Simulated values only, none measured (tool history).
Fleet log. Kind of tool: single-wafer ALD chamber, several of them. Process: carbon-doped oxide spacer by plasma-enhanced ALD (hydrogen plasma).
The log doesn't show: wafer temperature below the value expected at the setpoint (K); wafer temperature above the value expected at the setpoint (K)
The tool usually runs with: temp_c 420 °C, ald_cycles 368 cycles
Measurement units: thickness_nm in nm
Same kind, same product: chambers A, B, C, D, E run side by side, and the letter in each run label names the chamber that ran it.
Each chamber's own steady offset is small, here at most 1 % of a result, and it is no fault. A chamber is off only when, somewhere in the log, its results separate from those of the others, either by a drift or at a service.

run	day	temp_c	ald_cycles	hours since the last thermocouple change	read-back reference wafer on the same gauge, thickness_nm	thickness_nm
1E	0.521	420	368	313.9	18.600	17.176
2A	0.975	420	368	2019.3	18.596	17.289
3C	1.288	420	368	2016.8	18.597	17.292
4D	1.612	420	368	221.4	18.590	17.133
5B	2.129	420	368	1004.7	18.581	17.369
6B	2.388	428	322	1010.9	18.586	14.778
7D	2.842	428	322	250.9	18.582	14.586
# day 2.971: chamber C: thermocouple changed; heater temperature recalibrated
8E	3.308	428	322	380.8	18.586	14.650
9C	3.579	428	322	14.7	18.577	14.748
10A	3.933	428	322	2090.3	18.577	14.719
11E	4.412	420	368	407.3	18.574	17.162
12C	4.833	420	368	44.8	18.573	17.271
13B	5.092	420	368	1075.8	18.570	17.363
14A	5.454	434	368	2126.8	18.567	16.476
15D	5.925	434	368	324.9	18.565	16.385
16B	6.250	434	368	1103.6	18.568	16.587
17C	6.738	434	368	90.5	18.565	16.483
18E	7.188	434	368	473.9	18.557	16.386
19A	7.633	420	368	2179.1	18.566	17.221
20D	7.908	420	368	372.5	18.559	17.098
21C	8.250	420	368	126.8	18.552	17.259
22D	8.608	420	368	389.3	18.543	17.071
23B	9.008	428	368	1169.8	18.553	16.836
24E	9.392	428	368	526.8	18.544	16.684
25A	9.833	428	368	2231.9	18.542	16.845
26B	10.346	428	368	1201.9	18.540	16.874
27C	10.600	428	368	183.2	18.545	16.788
28E	11.079	420	368	567.3	18.536	17.169
29D	11.392	420	368	456.1	18.541	17.050
30A	11.921	420	318	2282.0	18.535	14.910
31A	12.254	420	318	2290.0	18.527	14.900
32D	12.754	420	318	488.8	18.528	14.751
33E	13.042	420	318	614.4	18.527	14.819
34B	13.579	420	318	1279.5	18.530	14.957
35C	14.121	407	432	267.7	18.521	21.043
36D	14.467	407	432	529.9	18.518	20.855
37A	14.942	407	432	2354.5	18.514	20.986
38C	15.450	407	432	299.6	18.515	21.057
39E	15.738	407	432	679.1	18.516	20.929
40B	16.117	420	368	1340.4	18.515	17.306
41D	16.625	420	368	581.7	18.510	16.999
42B	17.062	420	368	1363.1	18.507	17.335

Is one chamber out of step, is the gauge drifting, or do the chambers differ by no more than their own small offsets? For an off chamber, give its letter and the likeliest cause.

It is the gauge, not a chamber: its drift shows up in every chamber's results at once, and no chamber is off.
What lies behind it: gauge reads low (%) = 0.53.
